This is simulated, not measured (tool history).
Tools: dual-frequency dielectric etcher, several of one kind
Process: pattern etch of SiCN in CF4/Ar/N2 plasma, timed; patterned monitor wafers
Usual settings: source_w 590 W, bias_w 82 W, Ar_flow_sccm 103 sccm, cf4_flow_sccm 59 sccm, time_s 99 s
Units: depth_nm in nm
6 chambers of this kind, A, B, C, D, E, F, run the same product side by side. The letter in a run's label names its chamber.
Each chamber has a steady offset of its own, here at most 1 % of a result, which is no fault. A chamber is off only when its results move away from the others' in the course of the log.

run	day	source_w	bias_w	Ar_flow_sccm	cf4_flow_sccm	time_s	read-back reference wafer on the same gauge, depth_nm	depth_nm
1C	0.533	590	82	103	59	99	126.91	109.27
# day 0.608: chamber E: bias power generator calibrated
2F	0.975	590	82	103	59	99	127.09	109.31
3B	1.288	590	82	103	59	99	127.03	109.03
4E	1.738	590	82	103	59	99	127.01	109.61
5A	2.004	590	82	103	59	99	126.95	109.24
6D	2.496	590	82	103	59	99	127.01	108.69
7C	2.808	590	82	103	59	99	126.98	109.05
8F	3.125	590	82	103	59	99	126.84	109.49
9A	3.454	590	82	103	59	99	127.06	109.69
10B	3.733	590	82	103	59	99	127.05	109.39
11D	4.154	710	82	81	59	99	126.99	132.53
# day 4.483: chamber A: wet clean of the chamber
12E	4.608	710	82	81	59	99	126.99	132.93
13F	5.175	710	82	81	59	99	127.15	134.83
14B	5.471	710	82	81	59	99	126.91	133.44
15A	5.896	710	82	81	59	99	126.99	133.28
# day 5.95: chamber B: bias power generator calibrated
16E	6.192	710	82	81	59	99	126.99	132.66
17D	6.692	590	82	103	59	99	127	109.83
18C	7.058	590	82	103	59	99	127.06	107.98
19A	7.579	590	82	103	59	99	126.82	109.73
# day 7.692: chamber E: CF4 flow controller replaced
20D	7.946	590	82	103	59	99	126.95	107.97
21B	8.25	590	82	103	59	99	126.92	107.92
22E	8.667	590	82	103	59	99	126.96	109.29
# day 8.962: chamber E: wet clean of the chamber
23C	9.042	590	82	103	59	99	127.03	108.95
24F	9.579	590	82	103	59	99	126.93	110.69
25A	10.088	590	82	103	59	99	126.96	109.57
# day 10.1: chamber F: wet clean of the chamber
26E	10.571	590	82	103	59	99	127	110.6
27F	10.942	590	82	103	59	99	127.09	109.83
# day 11.029: chamber D: wet clean of the chamber
28D	11.262	590	82	103	59	99	126.97	109.06
29C	11.771	590	82	103	59	121	127	132.8
30B	12.175	590	82	103	59	121	126.96	130.16
31E	12.467	590	82	103	59	121	126.83	134.12
32D	12.758	590	82	103	59	121	127.01	133.29
33B	13.288	590	82	103	59	121	126.89	130.69
34A	13.762	590	82	103	59	121	126.97	134.16
35F	14.325	590	82	103	59	99	127.04	109.98
36C	14.8	590	82	103	59	99	127.05	108.42
37F	15.321	590	82	103	59	99	126.85	109.87

Next, every chamber runs the same settings. What will each give?
38A	15.738	590	82	103	59	99		?
38B	15.738	590	82	103	59	99		?
38C	15.738	590	82	103	59	99		?
38D	15.738	590	82	103	59	99		?
38E	15.738	590	82	103	59	99		?
38F	15.738	590	82	103	59	99		?

run	depth_nm
38A	109.83
38B	105.21
38C	108.39
38D	108.93
38E	110.12
38F	109.57
